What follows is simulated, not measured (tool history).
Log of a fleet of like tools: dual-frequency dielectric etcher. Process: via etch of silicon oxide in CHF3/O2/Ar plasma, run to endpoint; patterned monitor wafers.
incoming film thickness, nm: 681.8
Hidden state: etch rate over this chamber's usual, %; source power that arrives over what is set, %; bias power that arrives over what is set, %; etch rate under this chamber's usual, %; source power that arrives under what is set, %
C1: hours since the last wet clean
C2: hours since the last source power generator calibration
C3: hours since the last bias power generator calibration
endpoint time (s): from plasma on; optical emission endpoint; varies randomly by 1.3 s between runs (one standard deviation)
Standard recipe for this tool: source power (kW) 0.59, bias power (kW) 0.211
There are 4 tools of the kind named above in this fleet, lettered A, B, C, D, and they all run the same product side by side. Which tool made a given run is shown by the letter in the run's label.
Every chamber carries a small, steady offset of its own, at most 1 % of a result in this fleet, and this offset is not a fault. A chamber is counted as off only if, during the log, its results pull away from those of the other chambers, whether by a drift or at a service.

Run 1B, hour 15: usual settings; C1 226.6; C2 3311.1; C3 4796.6. Result: endpoint time (s) 327.06.
Run 2A, hour 29.7: usual settings; C1 65.2; C2 355.7; C3 525.5. Result: endpoint time (s) 326.09.
Run 3C, hour 43.2: usual settings; C1 210.1; C2 505.4; C3 2705.2. Result: endpoint time (s) 326.15.
Run 4D, hour 52.2: usual settings; C1 436.1; C2 4129.3; C3 841.4. Result: endpoint time (s) 331.53.
Run 5B, hour 68.2: usual settings; C1 279.8; C2 3364.3; C3 4849.8. Result: endpoint time (s) 329.3.
Run 6A, hour 82.6: usual settings; C1 118.1; C2 408.6; C3 578.4. Result: endpoint time (s) 327.19.
Run 7D, hour 93.9: usual settings but bias power (kW) 0.169; C1 477.8; C2 4171; C3 883.1. Result: endpoint time (s) 354.9.
Run 8C, hour 107.9: usual settings but bias power (kW) 0.169; C1 274.8; C2 570.1; C3 2769.9. Result: endpoint time (s) 349.34.
At hour 109.3: chamber D: wet clean of the chamber.
At hour 116: chamber C: bias power generator calibrated.
Run 9A, hour 122.4: usual settings but bias power (kW) 0.169; C1 157.9; C2 448.4; C3 618.2. Result: endpoint time (s) 352.8.
Run 10B, hour 130: usual settings but bias power (kW) 0.169; C1 341.6; C2 3426.1; C3 4911.6. Result: endpoint time (s) 357.19.
Run 11D, hour 143.8: usual settings; C1 34.5; C2 4220.9; C3 933. Result: endpoint time (s) 328.
Run 12C, hour 159.9: usual settings; C1 326.8; C2 622.1; C3 43.9. Result: endpoint time (s) 325.47.
Run 13C, hour 167.9: usual settings; C1 334.8; C2 630.1; C3 51.9. Result: endpoint time (s) 327.44.
Run 14A, hour 178.5: usual settings; C1 214; C2 504.5; C3 674.3. Result: endpoint time (s) 326.38.
Run 15D, hour 186.1: usual settings; C1 76.8; C2 4263.2; C3 975.3. Result: endpoint time (s) 331.4.
Run 16B, hour 198.7: usual settings; C1 410.3; C2 3494.8; C3 4980.3. Result: endpoint time (s) 335.1.
Run 17C, hour 211.4: usual settings; C1 378.3; C2 673.6; C3 95.4. Result: endpoint time (s) 326.93.
Run 18A, hour 225.1: usual settings; C1 260.6; C2 551.1; C3 720.9. Result: endpoint time (s) 327.95.
Run 19D, hour 234.4: usual settings; C1 125.1; C2 4311.5; C3 1023.6. Result: endpoint time (s) 330.35.
Run 20B, hour 248.7: usual settings; C1 460.3; C2 3544.8; C3 5030.3. Result: endpoint time (s) 337.32.
Run 21B, hour 256.6: usual settings; C1 468.2; C2 3552.7; C3 5038.2. Result: endpoint time (s) 337.67.
Run 22A, hour 271.4: usual settings but bias power (kW) 0.261; C1 306.9; C2 597.4; C3 767.2. Result: endpoint time (s) 304.46.
Run 23D, hour 280.8: usual settings but bias power (kW) 0.261; C1 171.5; C2 4357.9; C3 1070. Result: endpoint time (s) 308.11.
Run 24C, hour 287.9: usual settings but bias power (kW) 0.261; C1 454.8; C2 750.1; C3 171.9. Result: endpoint time (s) 302.66.
Run 25A, hour 295.1: usual settings but bias power (kW) 0.261; C1 330.6; C2 621.1; C3 790.9. Result: endpoint time (s) 304.47.
Run 26B, hour 303.8: usual settings; C1 515.4; C2 3599.9; C3 5085.4. Result: endpoint time (s) 340.44.
At hour 312.5: chamber C: wet clean of the chamber.
Run 27D, hour 314.6: usual settings; C1 205.3; C2 4391.7; C3 1103.8. Result: endpoint time (s) 328.89.
At hour 320.2: chamber D: source power generator calibrated.
Run 28C, hour 329.8: usual settings but source power (kW) 0.67; C1 17.3; C2 792; C3 213.8. Result: endpoint time (s) 311.22.
Run 29A, hour 343.7: usual settings but source power (kW) 0.67; C1 379.2; C2 669.7; C3 839.5. Result: endpoint time (s) 313.11.
Run 30C, hour 352.4: usual settings but source power (kW) 0.67; C1 39.9; C2 814.6; C3 236.4. Result: endpoint time (s) 310.21.
Run 31B, hour 366.8: usual settings but source power (kW) 0.67; C1 578.4; C2 3662.9; C3 5148.4. Result: endpoint time (s) 325.08.
Run 32D, hour 378.8: usual settings; C1 269.5; C2 58.6; C3 1168. Result: endpoint time (s) 330.35.
At hour 381.7: chamber B: bias power generator calibrated.
Run 33B, hour 393.3: usual settings; C1 604.9; C2 3689.4; C3 11.6. Result: endpoint time (s) 342.69.
Run 34C, hour 403.2: usual settings; C1 90.7; C2 865.4; C3 287.2. Result: endpoint time (s) 327.92.
Run 35A, hour 411.7: usual settings; C1 447.2; C2 737.7; C3 907.5. Result: endpoint time (s) 327.74.
Run 36D, hour 420.2: usual settings; C1 310.9; C2 100; C3 1209.4. Result: endpoint time (s) 329.85.
Run 37A, hour 430.1: usual settings; C1 465.6; C2 756.1; C3 925.9. Result: endpoint time (s) 328.31.
Run 38C, hour 437.9: usual settings; C1 125.4; C2 900.1; C3 321.9. Result: endpoint time (s) 326.65.
Run 39D, hour 454: usual settings; C1 344.7; C2 133.8; C3 1243.2. Result: endpoint time (s) 330.06.
Run 40B, hour 469: usual settings; C1 680.6; C2 3765.1; C3 87.3. Result: endpoint time (s) 345.16.
Run 41D, hour 480.9: usual settings; C1 371.6; C2 160.7; C3 1270.1. Result: endpoint time (s) 328.84.
Run 42A, hour 495.7: usual settings; C1 531.2; C2 821.7; C3 991.5. Result: endpoint time (s) 328.37.

Is one chamber out of step, is the gauge drifting, or do the chambers differ by no more than their own small offsets? For an off chamber, give its letter and the likeliest cause.

It is chamber B that slowly wanders off from its peers.
Cause: etch rate under this chamber's usual, % = 5.27.

Below are 4 candidate recipes for chamber B's next run, each the usual settings with a change, their results shown as question marks. Which of them brings B's results back in line with what the other chambers give on the usual settings?
A result is in line if it is within this distance of the other chambers' mean on the usual settings: endpoint time (s) 4.4
Run 43B-1, hour 507.3: usual settings but source power (kW) 0.62, bias power (kW) 0.22. Result: endpoint time (s) ?.
Run 43B-2, hour 507.3: usual settings but bias power (kW) 0.247. Result: endpoint time (s) ?.
Run 43B-3, hour 507.3: usual settings but bias power (kW) 0.19. Result: endpoint time (s) ?.
Run 43B-4, hour 507.3: usual settings but source power (kW) 0.54, bias power (kW) 0.195. Result: endpoint time (s) ?.

Mean of the other chambers on the usual settings: endpoint time (s) 328.13
  run  endpoint time (s)
43B-1             336.64
43B-2             329.49
43B-3             360.71
43B-4             369.99
43B-2 is the one that brings the chamber's results back in line with the other chambers.

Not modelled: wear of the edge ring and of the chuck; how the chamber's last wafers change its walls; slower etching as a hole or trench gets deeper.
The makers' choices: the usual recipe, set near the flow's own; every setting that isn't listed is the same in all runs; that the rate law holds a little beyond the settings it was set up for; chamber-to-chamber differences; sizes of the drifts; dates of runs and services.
